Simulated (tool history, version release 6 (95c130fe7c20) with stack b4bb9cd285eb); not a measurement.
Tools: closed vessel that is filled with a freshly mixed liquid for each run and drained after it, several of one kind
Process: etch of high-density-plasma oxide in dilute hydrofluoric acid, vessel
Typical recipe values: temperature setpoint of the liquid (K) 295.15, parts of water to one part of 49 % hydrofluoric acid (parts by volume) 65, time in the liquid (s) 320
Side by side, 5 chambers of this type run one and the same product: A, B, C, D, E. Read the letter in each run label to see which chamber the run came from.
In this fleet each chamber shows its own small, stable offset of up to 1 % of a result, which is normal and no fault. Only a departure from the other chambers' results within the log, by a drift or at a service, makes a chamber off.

| run | hour | temperature setpoint of the liquid (K) | parts of water to one part of 49 % hydrofluoric acid (parts by volume) | time in the liquid (s) | hours since the thermometer was replaced | hours since the hydrofluoric acid flow meter was replaced | read-back film thickness of the high-density-plasma oxide reference wafer, read on the same gauge (nm) | thickness taken off the high-density-plasma oxide on a monitor wafer (Å) |
|---|---|---|---|---|---|---|---|---|
| 1E | 5.7 | 295.15 | 65 | 320 | 1662.7 | 117.1 | 140.01 | 260.99 |
| 2B | 13.3 | 295.15 | 65 | 320 | 1518.1 | 1217.4 | 140 | 260.28 |
| 3A | 19.2 | 295.15 | 65 | 320 | 1402 | 642.8 | 140.02 | 263.64 |
| 4C | 23.5 | 295.15 | 65 | 320 | 517.4 | 219.6 | 140.01 | 262.33 |
| 5D | 33.1 | 295.15 | 65 | 320 | 1049.8 | 430.3 | 139.99 | 261.82 |
| 6E | 40.6 | 295.15 | 65 | 320 | 1697.6 | 152 | 139.98 | 261.55 |
| 7C | 47.3 | 297.65 | 65 | 260 | 541.2 | 243.4 | 140.02 | 236.48 |
| 8D | 53.5 | 297.65 | 65 | 260 | 1070.2 | 450.7 | 140 | 237.21 |
| 9A | 58 | 297.65 | 65 | 260 | 1440.8 | 681.6 | 139.99 | 239.95 |
| 10B | 67.3 | 297.65 | 65 | 260 | 1572.1 | 1271.4 | 139.99 | 234.77 |
| 11B | 77.2 | 297.65 | 65 | 260 | 1582 | 1281.3 | 140.01 | 235.42 |
| 12D | 86.2 | 295.15 | 65 | 320 | 1102.9 | 483.4 | 140 | 260.36 |
| 13C | 94 | 295.15 | 65 | 320 | 587.9 | 290.1 | 139.99 | 260.87 |
| 14E | 100.3 | 295.15 | 65 | 320 | 1757.3 | 211.7 | 139.99 | 263.04 |
| 15A | 107.9 | 295.15 | 50 | 320 | 1490.7 | 731.5 | 140 | 351.85 |
| 16E | 114 | 295.15 | 50 | 320 | 1771 | 225.4 | 140 | 346.16 |
| 17A | 119.5 | 295.15 | 50 | 320 | 1502.3 | 743.1 | 140 | 351.85 |
| 18C | 127.9 | 295.15 | 50 | 320 | 621.8 | 324 | 139.99 | 346.49 |
| 19B | 132.9 | 295.15 | 50 | 320 | 1637.7 | 1337 | 140.02 | 342.88 |
| 20D | 138.8 | 295.15 | 65 | 320 | 1155.5 | 536 | 139.99 | 262.37 |
| 21D | 148.6 | 295.15 | 65 | 320 | 1165.3 | 545.8 | 140 | 261.11 |
| 22A | 157 | 295.15 | 65 | 320 | 1539.8 | 780.6 | 139.98 | 265.04 |
| 23E | 163.7 | 295.15 | 65 | 320 | 1820.7 | 275.1 | 139.99 | 260.35 |
| 24C | 168.2 | 295.15 | 65 | 320 | 662.1 | 364.3 | 140 | 262.99 |
| 25B | 178.1 | 295.15 | 65 | 320 | 1682.9 | 1382.2 | 140.02 | 255.92 |
| 26E | 183.9 | 295.15 | 65 | 320 | 1840.9 | 295.3 | 139.97 | 257.81 |
| 27A | 192.2 | 295.15 | 65 | 320 | 1575 | 815.8 | 140.01 | 265.92 |
| 28B | 199.2 | 295.15 | 65 | 320 | 1704 | 1403.3 | 139.99 | 255.62 |
| 29C | 207.7 | 295.15 | 65 | 320 | 701.6 | 403.8 | 140.02 | 261.14 |
| 30D | 215.9 | 290.65 | 65 | 170 | 1232.6 | 613.1 | 140.01 | 115.09 |
| 31C | 220.4 | 290.65 | 65 | 170 | 714.3 | 416.5 | 140 | 114.26 |
| 32B | 229.2 | 290.65 | 65 | 170 | 1734 | 1433.3 | 139.99 | 111.96 |
| 33A | 234.6 | 290.65 | 65 | 170 | 1617.4 | 858.2 | 140 | 116.83 |
| 34E | 243.9 | 290.65 | 65 | 170 | 1900.9 | 355.3 | 140 | 115.02 |

For the next run the whole fleet of 5 chambers uses the same settings. Give each chamber's results:
| 35A | 251.1 | 295.15 | 65 | 320 |  |  |  | ? |
| 35B | 251.1 | 295.15 | 65 | 320 |  |  |  | ? |
| 35C | 251.1 | 295.15 | 65 | 320 |  |  |  | ? |
| 35D | 251.1 | 295.15 | 65 | 320 |  |  |  | ? |
| 35E | 251.1 | 295.15 | 65 | 320 |  |  |  | ? |

| run | thickness taken off the high-density-plasma oxide on a monitor wafer (Å) |
|---|---|
| 35A | 265.21 |
| 35B | 253.53 |
| 35C | 263.54 |
| 35D | 262 |
| 35E | 260.34 |
